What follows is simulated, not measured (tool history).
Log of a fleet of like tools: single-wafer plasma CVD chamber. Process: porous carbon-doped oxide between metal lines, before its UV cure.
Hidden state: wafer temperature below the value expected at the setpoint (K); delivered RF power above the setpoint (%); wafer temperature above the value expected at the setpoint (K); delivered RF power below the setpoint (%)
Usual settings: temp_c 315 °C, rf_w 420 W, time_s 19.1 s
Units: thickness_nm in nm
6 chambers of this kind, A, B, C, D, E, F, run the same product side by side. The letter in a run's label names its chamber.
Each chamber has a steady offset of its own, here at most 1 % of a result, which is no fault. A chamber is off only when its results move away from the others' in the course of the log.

run   hour  temp_c  rf_w  time_s  hours since the last thermocouple change  hours since the last RF generator calibration  read-back reference wafer on the same gauge, thickness_nm  thickness_nm
       2.2  -- chamber E: RF generator calibrated
 1E   13.3     315   420    19.1                                     415.1                                           11.1                                                     89.802        84.664
 2B   21.5     315   420    19.1                                     453.7                                           32.9                                                     89.775        85.065
 3D   33.9     315   420    19.1                                    1070.3                                          515.8                                                     89.767        84.385
 4C   42.9     315   420    19.1                                     844.4                                          171.8                                                     89.739        84.907
 5A   57.2     315   420    19.1                                     925.6                                          724.7                                                     89.706        84.844
      57.7  -- chamber D: thermocouple changed; heater temperature recalibrated
 6F   65.2     315   420    16.8                                     643.6                                         2132.8                                                     89.707        74.934
 7A   72.9     315   420    16.8                                     941.3                                          740.4                                                     89.685        75.224
 8C   80.2     315   420    16.8                                     881.7                                          209.1                                                     89.688        74.943
 9E   88.5     315   420    16.8                                     490.3                                           86.3                                                     89.744        74.879
10D   97.5     315   420    16.8                                      39.8                                          579.4                                                     89.675        74.586
11F  106.2     315   420    16.8                                     684.6                                         2173.8                                                     89.662        74.962
12B  114.3     315   420    19.1                                     546.5                                          125.7                                                     89.684        84.683
13F  122.5     315   365    19.1                                     700.9                                         2190.1                                                     89.686        75.713
14A  131.8     315   365    19.1                                    1000.2                                          799.3                                                     89.655        76.316
15C  145.7     315   365    19.1                                     947.2                                          274.6                                                     89.604        75.874
16D  160.6     315   365    19.1                                     102.9                                          642.5                                                     89.618        74.956
17E  172.5     315   365    19.1                                     574.3                                          170.3                                                     89.582        75.629
18B  186.9     315   365    19.1                                     619.1                                          198.3                                                     89.597        75.667
19E  196.4     315   420    19.1                                     598.2                                          194.2                                                     89.535        84.441
20D  205.7     315   420    19.1                                       148                                          687.6                                                     89.512        84.253
21F  217.2     315   420    19.1                                     795.6                                         2284.8                                                     89.545        84.571
22C  228.7     315   455    22.3                                    1030.2                                          357.6                                                     89.487        104.94
23B  241.4     315   455    22.3                                     673.6                                          252.8                                                     89.488        104.75
24A  256.8     315   455    22.3                                    1125.2                                          924.3                                                     89.496        104.22
25D  271.5     315   455    22.3                                     213.8                                          753.4                                                     89.492        103.83
     280.5  -- chamber F: RF generator calibrated
26E  282.7     315   455    22.3                                     684.5                                          280.5                                                     89.443        104.77
27B    296     315   455    22.3                                     728.2                                          307.4                                                     89.445         104.9
28F  306.1     315   500    21.5                                     884.5                                           25.7                                                     89.412        107.42
29A  313.4     315   500    21.5                                    1181.8                                          980.9                                                     89.447        107.36
30C  320.7     315   500    21.5                                    1122.2                                          449.6                                                     89.378        107.64
31B  332.1     315   500    21.5                                     764.3                                          343.5                                                     89.363        107.48
32A  343.5     315   500    21.5                                    1211.9                                           1011                                                     89.353        107.15
33E  356.9     315   500    21.5                                     758.7                                          354.7                                                     89.398        107.03
34C  366.3     315   420    19.1                                    1167.8                                          495.2                                                     89.385        84.776
     369.6  -- chamber A: thermocouple changed; heater temperature recalibrated
35F  375.5     315   420    19.1                                     953.9                                           95.1                                                     89.383        84.571
36D  386.7     315   420    19.1                                       329                                          868.6                                                     89.331        83.893
37E  395.5     315   420    19.1                                     797.3                                          393.3                                                     89.331        84.157
38F    403     315   420    19.1                                     981.4                                          122.6                                                     89.305        84.554
39A  416.7     315   500    19.1                                      47.2                                         1084.2                                                      89.31        95.969
40B  427.6     315   500    19.1                                     859.8                                            439                                                     89.263         95.72
41C  439.4     315   500    19.1                                    1240.9                                          568.3                                                     89.262        95.758
42D    449     315   500    19.1                                     391.3                                          930.9                                                      89.27        95.235
43C  462.6     315   500    19.1                                    1264.1                                          591.5                                                     89.214        95.948
44E  477.3     315   500    19.1                                     879.1                                          475.1                                                     89.217        95.511

What goes on in this fleet: one chamber off, a drifting gauge, or nothing beyond the chambers' own small offsets? Name the chamber and the cause, if any.

The gauge drifts, so all chambers seem to drift together. No chamber is off.
Cause: gauge reads low (%) = 0.645.

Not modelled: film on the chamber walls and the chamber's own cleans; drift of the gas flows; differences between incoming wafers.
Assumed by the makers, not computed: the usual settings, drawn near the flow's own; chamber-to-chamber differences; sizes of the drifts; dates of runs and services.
